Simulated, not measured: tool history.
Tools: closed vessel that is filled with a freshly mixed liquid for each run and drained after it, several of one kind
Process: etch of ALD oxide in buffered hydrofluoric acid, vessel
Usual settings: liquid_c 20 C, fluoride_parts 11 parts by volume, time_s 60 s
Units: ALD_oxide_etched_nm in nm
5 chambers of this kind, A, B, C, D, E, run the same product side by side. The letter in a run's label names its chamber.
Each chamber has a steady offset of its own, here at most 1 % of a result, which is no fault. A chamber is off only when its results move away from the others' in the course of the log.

run   hour  liquid_c  fluoride_parts  time_s  hours since the thermometer was replaced  hours since the hydrofluoric acid flow meter was replaced  read-back film thickness of the ALD oxide reference wafer, read on the same gauge (nm)  ALD_oxide_etched_nm
 1E   14.4        20              11      60                                    2116.8                                                      175.4                                                                                  139.99               78.604
 2B   31.1        20              11      60                                       393                                                      655.1                                                                                     140               79.076
      31.3  -- chamber D: hydrofluoric acid flow meter replaced
 3A   47.8        20              11      60                                     887.5                                                      493.5                                                                                     140               77.783
 4C   57.4        20              11      60                                    1586.9                                                     1584.2                                                                                  139.98               79.517
 5D     71        20              11      60                                     872.1                                                       39.7                                                                                     140               79.322
 6A   79.7        20              11      60                                     919.4                                                      525.4                                                                                  139.99                79.34
 7B   87.8        20              15      50                                     449.7                                                      711.8                                                                                  139.99               48.588
 8C  103.3        20              15      50                                    1632.8                                                     1630.1                                                                                  140.01               48.648
 9D  119.4        20              15      50                                     920.5                                                       88.1                                                                                  140.01               49.421
10E  126.9        20              15      50                                    2229.3                                                      287.9                                                                                  139.99               48.271
11E  141.3        20              15      50                                    2243.7                                                      302.3                                                                                  140.01               48.316
12C  152.3        20              11      60                                    1681.8                                                     1679.1                                                                                  140.02               78.027
13B  163.3        20              11      60                                     525.2                                                      787.3                                                                                  139.99               78.519
14D  179.7        20              11      60                                     980.8                                                      148.4                                                                                  139.99               78.092
15A  193.2        20              11      60                                    1032.9                                                      638.9                                                                                  140.02               78.147
     195.4  -- chamber C: hydrofluoric acid flow meter replaced
16B  206.3        17              11      60                                     568.2                                                      830.3                                                                                  140.01               66.937
17C  220.3        17              11      60                                    1749.8                                                         25                                                                                     140               64.158
18A  229.6        17              11      60                                    1069.3                                                      675.3                                                                                  139.98               66.379
19D  244.1        17              11      60                                    1045.2                                                      212.8                                                                                  140.01                67.28
20E  258.1        17              11      60                                    2360.5                                                      419.1                                                                                  140.01               66.113
21B  266.7        20              11      60                                     628.6                                                      890.7                                                                                  139.99                78.72
22A  274.5        20              11      75                                    1114.2                                                      720.2                                                                                  140.01               98.713
23D  289.1        20              11      75                                    1090.2                                                      257.8                                                                                     140               98.663
24C  300.6        20              11      75                                    1830.1                                                      105.3                                                                                  139.98                93.87
25E  315.5        20              11      75                                    2417.9                                                      476.5                                                                                  140.02               98.939
26A  328.1        20              11      75                                    1167.8                                                      773.8                                                                                  140.03                97.96
27C  336.2        20              11      60                                    1865.7                                                      140.9                                                                                  140.01               74.825
28D  348.1        20              11      60                                    1149.2                                                      316.8                                                                                     140               79.004
29B  360.5        20              11      60                                     722.4                                                      984.5                                                                                  140.02               78.459
30E  371.8        20              11      60                                    2474.2                                                      532.8                                                                                  140.01               78.149
31C    381        20              11      60                                    1910.5                                                      185.7                                                                                     140               74.075
32B  396.1        20              11      60                                       758                                                     1020.1                                                                                  140.02               79.043
33E  411.6        20              11      60                                      2514                                                      572.6                                                                                  140.01                77.69

All 5 chambers run these settings next. Forecast each chamber's results:
34A  423.6        20              11      60                                                                                                                                                                                                                 ?
34B  423.6        20              11      60                                                                                                                                                                                                                 ?
34C  423.6        20              11      60                                                                                                                                                                                                                 ?
34D  423.6        20              11      60                                                                                                                                                                                                                 ?
34E  423.6        20              11      60                                                                                                                                                                                                                 ?

run  ALD_oxide_etched_nm
34A               78.245
34B               78.799
34C               73.398
34D                78.46
34E               77.939
